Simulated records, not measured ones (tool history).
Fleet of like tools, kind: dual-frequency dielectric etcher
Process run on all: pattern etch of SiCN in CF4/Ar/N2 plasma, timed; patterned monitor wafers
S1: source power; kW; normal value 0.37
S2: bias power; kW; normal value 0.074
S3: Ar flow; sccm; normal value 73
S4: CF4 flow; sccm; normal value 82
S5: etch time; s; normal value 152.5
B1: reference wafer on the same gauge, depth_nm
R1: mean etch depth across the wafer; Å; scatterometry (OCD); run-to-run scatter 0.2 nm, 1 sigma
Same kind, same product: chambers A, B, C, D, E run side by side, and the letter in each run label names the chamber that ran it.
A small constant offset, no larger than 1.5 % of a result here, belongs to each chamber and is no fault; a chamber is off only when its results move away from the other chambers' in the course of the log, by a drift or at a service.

run   hour    S1     S2  S3  S4     S5      B1      R1
 1D   11.5  0.37  0.074  73  82  152.5  100.98  1178.5
 2E   17.8  0.37  0.074  73  82  152.5  100.96  1199.4
 3C   25.6  0.37  0.074  73  82  152.5  100.98  1189.8
 4B   38.6  0.37  0.074  73  82  152.5  100.97    1200
 5A   51.1  0.37  0.074  73  82  152.5   100.9    1194
 6B   63.3  0.37  0.086  73  82  152.5  100.88  1265.9
 7C   71.4  0.37  0.086  73  82  152.5  100.82  1249.3
 8D   77.1  0.37  0.086  73  82  152.5  100.83  1234.1
 9A   87.4  0.37  0.086  73  82  152.5   100.8  1252.3
      91.8  -- chamber D: source power generator calibrated
10E  100.2  0.37  0.086  73  82  152.5   100.8    1261
11C  107.1  0.37  0.074  73  82  152.5  100.76  1186.3
12E  116.9  0.37  0.074  73  82  152.5  100.74  1193.3
13B  126.4  0.37  0.074  73  82  152.5  100.75  1202.4
14D  136.7  0.37  0.074  73  82  152.5  100.73    1175
15A  143.4  0.37  0.074  73  82  152.5  100.74  1193.3
16C  152.7  0.37  0.074  73  82  152.5  100.64    1186
17E  160.5  0.37  0.074  73  82  152.5   100.6  1195.5
18A  173.3  0.37  0.074  73  82  152.5  100.64  1188.7
     176.3  -- chamber B: CF4 flow controller replaced
19D  181.3  0.37  0.074  73  82  152.5  100.61  1173.4
20B  190.1  0.37  0.074  73  82  152.5  100.59  1196.7
21B  202.7  0.37  0.074  73  82  152.5  100.59  1194.8
22C  213.3  0.37  0.074  73  89  152.5  100.52    1194
23E  219.3  0.37  0.074  73  89  152.5  100.55  1201.4
24D  229.9  0.37  0.074  73  89  152.5  100.52  1182.9
25A  235.6  0.37  0.074  73  89  152.5  100.51  1201.9
26B    243  0.37  0.074  73  89  152.5  100.51  1210.4
27E  251.5  0.37  0.074  73  82  152.5  100.48  1191.1
28A  260.4  0.37  0.074  73  82  152.5  100.46  1187.1
29C  268.4  0.37   0.06  73  82  152.5  100.38  1101.1
     270.9  -- chamber D: wet clean of the chamber
30D  276.8  0.37   0.06  73  82  152.5  100.38  1097.5
31C  283.1  0.37   0.06  73  82  152.5  100.43  1103.4
32D  294.4  0.37   0.06  73  82  152.5  100.39  1094.1
     302.6  -- chamber B: wet clean of the chamber
33B  302.7  0.37   0.06  73  82  152.5  100.41    1116
34E  311.6  0.37  0.074  73  82  152.5  100.37  1187.4
35A  320.6  0.37  0.074  73  82  152.5  100.32  1185.4

Has any chamber moved away from the others, gradually or after a service, or does the common gauge drift, or do the chambers differ only by their own small steady offsets? State the chamber and the most likely cause if one applies.

The shared gauge is drifting. All chambers look as if they move in step, but none is off.
Cause: gauge reads low (%) = 0.684.
